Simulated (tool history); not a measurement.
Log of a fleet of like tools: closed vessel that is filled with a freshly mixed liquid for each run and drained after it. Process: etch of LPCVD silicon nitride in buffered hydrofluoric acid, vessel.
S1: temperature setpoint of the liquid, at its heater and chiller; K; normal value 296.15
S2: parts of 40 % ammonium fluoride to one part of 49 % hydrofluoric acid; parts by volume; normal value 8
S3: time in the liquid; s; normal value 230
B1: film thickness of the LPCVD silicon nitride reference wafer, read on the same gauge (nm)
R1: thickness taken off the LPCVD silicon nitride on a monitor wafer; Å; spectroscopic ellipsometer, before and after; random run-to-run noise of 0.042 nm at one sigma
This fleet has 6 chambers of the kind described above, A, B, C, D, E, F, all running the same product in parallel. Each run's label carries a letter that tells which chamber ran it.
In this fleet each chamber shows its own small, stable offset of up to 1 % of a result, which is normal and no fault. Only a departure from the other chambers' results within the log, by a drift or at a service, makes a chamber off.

run	hour	S1	S2	S3	B1	R1
1C	5.1	296.15	8	230	60.005	42.181
2D	9.7	296.15	8	230	59.989	42.716
3A	13.4	296.15	8	230	60.005	42.832
4F	16.6	296.15	8	230	59.987	41.696
5E	21.5	296.15	8	230	59.999	41.527
6B	26.7	296.15	8	230	59.999	42.246
7F	29.6	296.15	8	230	60.005	41.501
8B	32.7	296.15	8	230	59.993	42.831
# hour 35.6: chamber C: hydrofluoric acid flow meter replaced
9D	37.5	296.15	8	230	59.990	42.220
# hour 39.2: chamber D: hydrofluoric acid flow meter replaced
10C	39.8	296.15	8	230	60.009	42.315
11E	42.5	296.15	8	230	59.993	41.833
12A	44.9	296.15	8	230	60.009	42.071
13E	48.4	296.15	8	230	60.006	41.403
14F	51.3	296.15	8	230	59.993	42.107
15C	55.6	296.15	8	230	60.003	42.104
16D	58.0	296.15	8	230	60.038	43.029
17B	61.4	296.15	8	230	60.003	41.957
18A	65.8	296.15	8	230	59.985	42.414
19E	68.6	299.15	10	230	60.014	40.551
20C	72.9	299.15	10	230	59.990	40.827
21B	76.2	299.15	10	230	59.991	40.532
22A	79.8	299.15	10	230	60.003	40.141
23F	84.6	299.15	10	230	60.034	40.016
24D	88.7	299.15	10	230	60.003	40.482
25D	92.2	296.15	8	230	59.980	42.183
26F	95.0	296.15	8	230	59.973	42.253
27B	99.1	296.15	8	230	59.997	41.261
28E	103.5	296.15	8	230	60.033	42.042
29A	106.1	296.15	8	230	59.992	42.206
30C	111.2	296.15	8	230	59.998	41.444
31D	116.0	296.15	7	230	60.008	49.188
32A	119.7	296.15	7	230	60.005	48.335
33B	124.6	296.15	7	230	59.992	46.952
34F	127.9	296.15	7	230	59.995	49.550
35E	131.5	296.15	7	230	60.001	48.144
36C	136.3	296.15	7	230	60.023	48.684
37B	141.5	296.15	8	230	59.985	39.549
38C	146.1	296.15	8	230	60.015	41.926
39F	150.5	296.15	8	230	59.975	42.233
40A	153.4	296.15	8	230	60.006	42.807
41D	155.8	296.15	8	230	60.003	41.765
42E	158.5	296.15	8	230	59.974	42.014

Each of the 6 chambers runs these same settings next. Fill in every chamber's results:
43A	162.3	296.15	8	230		?
43B	162.3	296.15	8	230		?
43C	162.3	296.15	8	230		?
43D	162.3	296.15	8	230		?
43E	162.3	296.15	8	230		?
43F	162.3	296.15	8	230		?

run	R1
43A	41.727
43B	39.657
43C	41.666
43D	42.445
43E	42.314
43F	41.692
